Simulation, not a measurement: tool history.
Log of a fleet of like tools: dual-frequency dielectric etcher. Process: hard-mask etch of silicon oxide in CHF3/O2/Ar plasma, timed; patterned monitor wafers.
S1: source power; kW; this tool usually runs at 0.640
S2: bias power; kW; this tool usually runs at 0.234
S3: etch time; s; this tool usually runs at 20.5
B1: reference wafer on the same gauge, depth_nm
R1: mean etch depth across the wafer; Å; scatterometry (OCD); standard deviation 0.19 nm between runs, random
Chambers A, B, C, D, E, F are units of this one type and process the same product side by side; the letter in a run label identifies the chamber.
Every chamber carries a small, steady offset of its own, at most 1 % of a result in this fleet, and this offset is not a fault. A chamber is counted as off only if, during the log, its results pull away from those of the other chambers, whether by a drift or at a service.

| run | hour | S1 | S2 | S3 | B1 | R1 |
|---|---|---|---|---|---|---|
| 1A | 14.5 | 0.640 | 0.234 | 20.5 | 47.544 | 454.36 |
|  | 15.2 | chamber C: source power generator calibrated |
|  | 24.4 | chamber C: bias power generator calibrated |
|  | 26.1 | chamber D: wet clean of the chamber |
| 2B | 27.4 | 0.640 | 0.234 | 20.5 | 47.525 | 450.55 |
| 3E | 41.3 | 0.640 | 0.234 | 20.5 | 47.473 | 453.83 |
| 4F | 50.6 | 0.640 | 0.234 | 20.5 | 47.525 | 458.26 |
| 5D | 61.5 | 0.640 | 0.234 | 20.5 | 47.518 | 454.47 |
| 6C | 73.2 | 0.640 | 0.234 | 20.5 | 47.458 | 455.57 |
| 7B | 88.3 | 0.640 | 0.234 | 18.0 | 47.560 | 395.02 |
|  | 96.1 | chamber E: wet clean of the chamber |
| 8E | 96.8 | 0.640 | 0.234 | 18.0 | 47.466 | 400.46 |
| 9A | 112.1 | 0.640 | 0.234 | 18.0 | 47.502 | 398.73 |
| 10D | 126.9 | 0.640 | 0.234 | 18.0 | 47.506 | 397.63 |
|  | 132.8 | chamber B: bias power generator calibrated |
| 11F | 138.9 | 0.640 | 0.234 | 18.0 | 47.534 | 401.89 |
| 12C | 147.4 | 0.640 | 0.234 | 18.0 | 47.526 | 400.53 |
| 13B | 154.3 | 0.640 | 0.234 | 20.5 | 47.524 | 449.60 |
| 14F | 164.8 | 0.500 | 0.185 | 20.5 | 47.493 | 386.33 |
| 15E | 173.1 | 0.500 | 0.185 | 20.5 | 47.490 | 381.14 |
| 16A | 187.7 | 0.500 | 0.185 | 20.5 | 47.513 | 380.70 |
| 17D | 197.6 | 0.500 | 0.185 | 20.5 | 47.494 | 382.40 |
| 18C | 212.6 | 0.500 | 0.185 | 20.5 | 47.521 | 383.68 |
| 19F | 227.9 | 0.500 | 0.185 | 20.5 | 47.513 | 385.16 |
| 20B | 241.8 | 0.640 | 0.234 | 20.5 | 47.512 | 452.60 |
| 21A | 250.7 | 0.640 | 0.234 | 20.5 | 47.518 | 453.08 |
|  | 256.1 | chamber F: wet clean of the chamber |
| 22E | 258.9 | 0.640 | 0.234 | 20.5 | 47.515 | 454.18 |
| 23D | 272.7 | 0.640 | 0.234 | 20.5 | 47.537 | 453.96 |
| 24C | 286.0 | 0.490 | 0.234 | 18.0 | 47.489 | 362.27 |
| 25F | 300.0 | 0.490 | 0.234 | 18.0 | 47.494 | 363.50 |
|  | 307.4 | chamber C: wet clean of the chamber |
| 26A | 308.4 | 0.490 | 0.234 | 18.0 | 47.507 | 356.74 |
| 27C | 323.2 | 0.490 | 0.234 | 18.0 | 47.462 | 361.93 |
|  | 324.1 | chamber A: wet clean of the chamber |
| 28D | 331.0 | 0.490 | 0.234 | 18.0 | 47.498 | 361.36 |
| 29E | 338.8 | 0.490 | 0.234 | 18.0 | 47.483 | 360.73 |
| 30B | 345.9 | 0.640 | 0.234 | 20.5 | 47.524 | 451.04 |
| 31F | 358.9 | 0.780 | 0.234 | 20.5 | 47.443 | 494.86 |
| 32C | 369.2 | 0.780 | 0.234 | 20.5 | 47.456 | 489.64 |
| 33A | 375.8 | 0.780 | 0.234 | 20.5 | 47.480 | 486.77 |
| 34E | 385.5 | 0.780 | 0.234 | 20.5 | 47.533 | 491.25 |
| 35B | 400.3 | 0.780 | 0.234 | 20.5 | 47.487 | 483.83 |
| 36D | 411.9 | 0.780 | 0.234 | 20.5 | 47.439 | 484.18 |
|  | 418.1 | chamber B: wet clean of the chamber |
| 37B | 421.8 | 0.640 | 0.260 | 17.0 | 47.466 | 389.49 |

For the next run the whole fleet of 6 chambers uses the same settings. Give each chamber's results:
| 38A | 432.8 | 0.640 | 0.274 | 20.5 |  | ? |
| 38B | 432.8 | 0.640 | 0.274 | 20.5 |  | ? |
| 38C | 432.8 | 0.640 | 0.274 | 20.5 |  | ? |
| 38D | 432.8 | 0.640 | 0.274 | 20.5 |  | ? |
| 38E | 432.8 | 0.640 | 0.274 | 20.5 |  | ? |
| 38F | 432.8 | 0.640 | 0.274 | 20.5 |  | ? |

| run | R1 |
|---|---|
| 38A | 478.76 |
| 38B | 473.37 |
| 38C | 482.10 |
| 38D | 479.18 |
| 38E | 478.57 |
| 38F | 483.59 |
